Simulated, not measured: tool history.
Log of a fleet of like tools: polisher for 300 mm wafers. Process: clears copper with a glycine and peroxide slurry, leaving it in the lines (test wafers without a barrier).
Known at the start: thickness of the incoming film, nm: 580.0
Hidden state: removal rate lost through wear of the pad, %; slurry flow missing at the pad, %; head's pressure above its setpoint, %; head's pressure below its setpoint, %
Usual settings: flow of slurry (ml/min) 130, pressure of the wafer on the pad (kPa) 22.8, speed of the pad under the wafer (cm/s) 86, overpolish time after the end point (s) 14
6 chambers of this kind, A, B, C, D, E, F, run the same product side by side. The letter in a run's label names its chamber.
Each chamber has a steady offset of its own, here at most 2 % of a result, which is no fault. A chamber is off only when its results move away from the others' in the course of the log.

run	hour	flow of slurry (ml/min)	pressure of the wafer on the pad (kPa)	speed of the pad under the wafer (cm/s)	overpolish time after the end point (s)	wafers polished on this pad	hours since the slurry nozzle was cleaned	hours since the head pressure was calibrated	time until the end point was called (s)	dishing of a wide line in a test structure (angstrom)
# hour 6.2: chamber E: worn pad replaced by a new one
1F	7.2	130	22.8	86	14	681	33.3	136.1	88.400	623.06
2A	12.9	130	22.8	86	14	1266	248.2	276.3	84.988	609.91
3B	17.7	130	22.8	86	14	627	487.5	452.8	87.782	614.31
# hour 18.4: chamber A: slurry nozzle cleaned
# hour 19.9: chamber A: worn pad replaced by a new one
4E	26.3	130	22.8	86	14	230	375.4	283.8	90.150	605.61
5D	31.9	130	22.8	86	14	1060	284.4	729.2	85.497	627.65
# hour 32.3: chamber C: worn pad replaced by a new one
# hour 36.5: chamber B: worn pad replaced by a new one
6C	39.5	130	22.8	86	14	83	190.1	165.5	88.139	606.18
# hour 44.0: chamber C: slurry nozzle cleaned
7F	47.5	130	22.8	86	14	1141	73.6	176.4	84.151	619.45
8C	52.0	130	22.8	86	14	226	8.0	178.0	85.361	614.23
# hour 54.8: chamber F: worn pad replaced by a new one
9D	58.7	130	22.8	86	14	1366	311.2	756.0	87.020	611.69
# hour 58.9: chamber E: worn pad replaced by a new one
# hour 60.4: chamber D: worn pad replaced by a new one
10A	65.5	130	22.8	86	14	521	47.2	328.9	84.188	600.43
# hour 70.9: chamber E: head pressure recalibrated
11B	71.0	130	22.8	86	14	394	540.8	506.1	85.514	606.11
12E	75.9	130	22.8	86	14	194	425.0	5.0	86.994	629.60
13E	82.4	130	22.8	86	14	268	431.5	11.5	89.285	618.70
14B	88.8	130	22.8	86	14	597	558.6	523.9	86.983	620.84
15A	93.9	130	22.8	86	14	845	75.6	357.3	85.867	612.65
16F	99.3	130	22.8	86	14	508	125.4	228.2	85.896	623.10
17C	106.2	130	22.8	86	14	845	62.2	232.2	85.223	623.35
# hour 107.9: chamber B: worn pad replaced by a new one
# hour 110.9: chamber E: worn pad replaced by a new one
18D	114.3	130	22.8	86	14	616	366.8	811.6	92.136	618.60
19D	120.5	130	22.8	86	14	687	373.0	817.8	89.423	599.13
# hour 122.9: chamber C: worn pad replaced by a new one
# hour 124.8: chamber A: worn pad replaced by a new one
20E	128.8	130	22.8	86	14	204	477.9	57.9	86.379	600.85
21B	136.3	130	18.6	106	14	325	606.1	571.4	86.849	599.76
22C	143.6	130	18.6	106	14	237	99.6	269.6	85.114	594.01
# hour 144.2: chamber F: worn pad replaced by a new one
# hour 146.5: chamber B: slurry nozzle cleaned
23A	148.9	130	18.6	106	14	276	130.6	412.3	86.116	603.86
24F	157.2	130	18.6	106	14	148	183.3	286.1	85.727	602.09
# hour 159.5: chamber E: worn pad replaced by a new one
25E	164.8	130	18.6	106	14	61	513.9	93.9	85.931	609.93
# hour 171.7: chamber B: worn pad replaced by a new one
26A	174.4	130	18.6	106	14	567	156.1	437.8	85.424	613.50
# hour 179.0: chamber F: head pressure recalibrated
27C	184.1	100	22.8	86	14	699	140.1	310.1	90.672	591.08
28F	191.2	100	22.8	86	14	536	217.3	12.2	93.937	574.04
# hour 192.9: chamber D: worn pad replaced by a new one
# hour 198.9: chamber C: worn pad replaced by a new one
29D	201.5	100	22.8	86	14	98	454.0	898.8	98.838	537.37
30B	208.9	100	22.8	86	14	425	62.5	644.0	90.375	580.47
31D	214.3	100	22.8	86	14	244	466.8	911.6	100.310	531.38
# hour 215.5: chamber E: worn pad replaced by a new one
# hour 217.6: chamber F: slurry nozzle cleaned
32E	222.1	100	22.8	86	14	76	571.2	151.2	94.117	577.01
33F	232.1	130	22.8	86	14	1004	14.6	53.1	87.536	599.41
34C	238.6	130	22.8	86	14	453	194.6	364.6	87.702	610.30
# hour 239.1: chamber B: worn pad replaced by a new one
# hour 244.2: chamber A: worn pad replaced by a new one
35A	245.6	130	22.8	86	14	16	227.3	509.0	85.454	624.34
36B	254.3	130	22.8	86	14	174	107.9	689.4	84.254	618.99

Next, every chamber runs the same settings. What will each give?
37A	261.8	130	22.8	86	14				?	?
37B	261.8	130	22.8	86	14				?	?
37C	261.8	130	22.8	86	14				?	?
37D	261.8	130	22.8	86	14				?	?
37E	261.8	130	22.8	86	14				?	?
37F	261.8	130	22.8	86	14				?	?

run	time until the end point was called (s)	dishing of a wide line in a test structure (angstrom)
37A	86.168	620.14
37B	86.017	620.66
37C	86.159	607.89
37D	99.695	552.42
37E	87.123	619.24
37F	86.319	601.10
